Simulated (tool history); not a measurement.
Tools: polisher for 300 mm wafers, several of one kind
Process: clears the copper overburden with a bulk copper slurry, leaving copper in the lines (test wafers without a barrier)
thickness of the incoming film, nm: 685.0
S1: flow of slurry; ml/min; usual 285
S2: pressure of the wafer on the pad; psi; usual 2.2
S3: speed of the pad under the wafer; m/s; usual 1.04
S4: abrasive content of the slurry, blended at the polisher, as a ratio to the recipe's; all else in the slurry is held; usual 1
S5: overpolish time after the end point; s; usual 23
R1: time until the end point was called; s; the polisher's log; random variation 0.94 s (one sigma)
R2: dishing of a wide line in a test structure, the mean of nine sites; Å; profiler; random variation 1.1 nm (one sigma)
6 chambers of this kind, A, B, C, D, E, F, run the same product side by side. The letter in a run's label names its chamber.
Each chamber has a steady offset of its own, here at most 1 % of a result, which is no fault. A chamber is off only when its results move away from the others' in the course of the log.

run   hour   S1   S2    S3  S4  S5       R1      R2
       2.0  -- chamber B: worn pad replaced by a new one
 1E    7.2  285  2.2  1.04   1  23   96.790  873.87
 2B   17.1  285  2.2  1.04   1  23   96.768  845.73
 3A   23.2  285  2.2  1.04   1  23   96.490  843.07
 4C   33.8  285  2.2  1.04   1  23   97.117  863.26
 5F   39.8  285  2.2  1.04   1  23   97.142  865.76
      40.2  -- chamber F: worn pad replaced by a new one
      47.0  -- chamber B: slurry blender recalibrated
      50.2  -- chamber B: slurry nozzle cleaned
 6D   50.3  285  2.2  1.04   1  23   96.459  853.47
 7B   60.1  285  2.2  1.04   1  23   95.324  860.16
      62.5  -- chamber E: worn pad replaced by a new one
 8D   70.7  285  2.2  1.04   1  23   97.542  869.61
      72.9  -- chamber D: slurry blender recalibrated
      76.3  -- chamber F: slurry nozzle cleaned
      77.4  -- chamber A: slurry nozzle cleaned
 9F   77.8  285  2.2  0.78   1  30  128.060  858.18
      79.3  -- chamber D: worn pad replaced by a new one
10E   83.3  285  2.2  0.78   1  30  129.960  848.06
      84.6  -- chamber C: worn pad replaced by a new one
      88.2  -- chamber B: worn pad replaced by a new one
11C   93.6  285  2.2  0.78   1  30  127.630  850.85
     100.0  -- chamber C: slurry nozzle cleaned
     100.7  -- chamber C: slurry blender recalibrated
     103.1  -- chamber F: slurry blender recalibrated
12A  104.5  285  2.2  0.78   1  30  130.530  822.36
     110.4  -- chamber D: head pressure recalibrated
     111.7  -- chamber E: slurry blender recalibrated
13E  114.4  285  2.2  0.78   1  30  130.210  844.58
     120.5  -- chamber F: worn pad replaced by a new one
14B  124.9  285  2.2  0.78   1  30  131.790  827.84
     128.1  -- chamber E: worn pad replaced by a new one
15A  133.2  285  2.2  1.04   1  23   96.995  835.35
16D  139.9  285  2.2  1.04   1  23   97.235  841.56
17C  145.9  285  2.2  1.04   1  23   97.949  839.10
18F  152.6  285  2.2  1.04   1  23   96.200  864.82
     157.5  -- chamber B: worn pad replaced by a new one
19E  159.7  285  2.2  1.04   1  23   96.055  857.97
20C  164.8  285  2.2  1.04   1  23   97.576  847.83
21A  172.0  285  2.2  1.04   1  23   98.046  842.73
22F  182.3  285  2.2  1.04   1  23   97.008  854.73
     186.3  -- chamber A: slurry blender recalibrated
23D  187.3  285  2.2  1.04   1  23   96.917  858.57
24B  194.1  285  2.2  1.04   1  23   97.648  851.76
     199.2  -- chamber E: worn pad replaced by a new one
25B  201.6  285  2.2  1.04   1  23   99.059  853.46
     203.3  -- chamber F: worn pad replaced by a new one
     203.5  -- chamber C: worn pad replaced by a new one
26C  210.9  285  2.2  1.04   1  23   98.109  867.66
     213.4  -- chamber D: slurry blender recalibrated
     215.3  -- chamber D: worn pad replaced by a new one
27A  217.5  285  2.2  1.04   1  23   99.583  822.77
28F  228.7  285  2.2  1.20   1  23   84.632  950.84
     233.2  -- chamber B: worn pad replaced by a new one
29D  233.8  285  2.2  1.20   1  23   84.001  917.89
30E  243.8  285  2.2  1.20   1  23   84.807  942.24
31C  250.2  285  2.2  1.20   1  23   85.795  922.18
     257.8  -- chamber E: worn pad replaced by a new one
32D  259.8  285  2.2  1.20   1  23   84.588  937.92
33A  269.9  285  2.2  1.20   1  23   87.899  902.04
34E  280.3  285  2.2  1.04   1  23   96.432  869.81
35F  287.3  285  2.2  1.04   1  23   96.366  868.38
     289.1  -- chamber F: worn pad replaced by a new one
36B  297.1  285  2.2  1.04   1  23   98.263  856.51
37F  305.9  205  2.2  1.04   1  23  100.470  833.70
     306.4  -- chamber C: slurry blender recalibrated
38A  312.2  205  2.2  1.04   1  23  106.560  807.58
     321.0  -- chamber B: worn pad replaced by a new one
39C  321.4  205  2.2  1.04   1  23  101.470  850.54
     327.6  -- chamber E: slurry nozzle cleaned
40B  330.4  205  2.2  1.04   1  23  101.600  848.41
     330.7  -- chamber E: worn pad replaced by a new one
41E  338.8  205  2.2  1.04   1  23  100.260  843.63

Next, every chamber runs the same settings. What will each give?
42A  346.9  285  2.2  1.04   1  16   ?   ?
42B  346.9  285  2.2  1.04   1  16   ?   ?
42C  346.9  285  2.2  1.04   1  16   ?   ?
42D  346.9  285  2.2  1.04   1  16   ?   ?
42E  346.9  285  2.2  1.04   1  16   ?   ?
42F  346.9  285  2.2  1.04   1  16   ?   ?

run       R1      R2
42A  105.590  623.64
42B   96.543  657.35
42C   96.311  668.73
42D   97.316  665.18
42E   94.938  683.29
42F   97.104  659.59
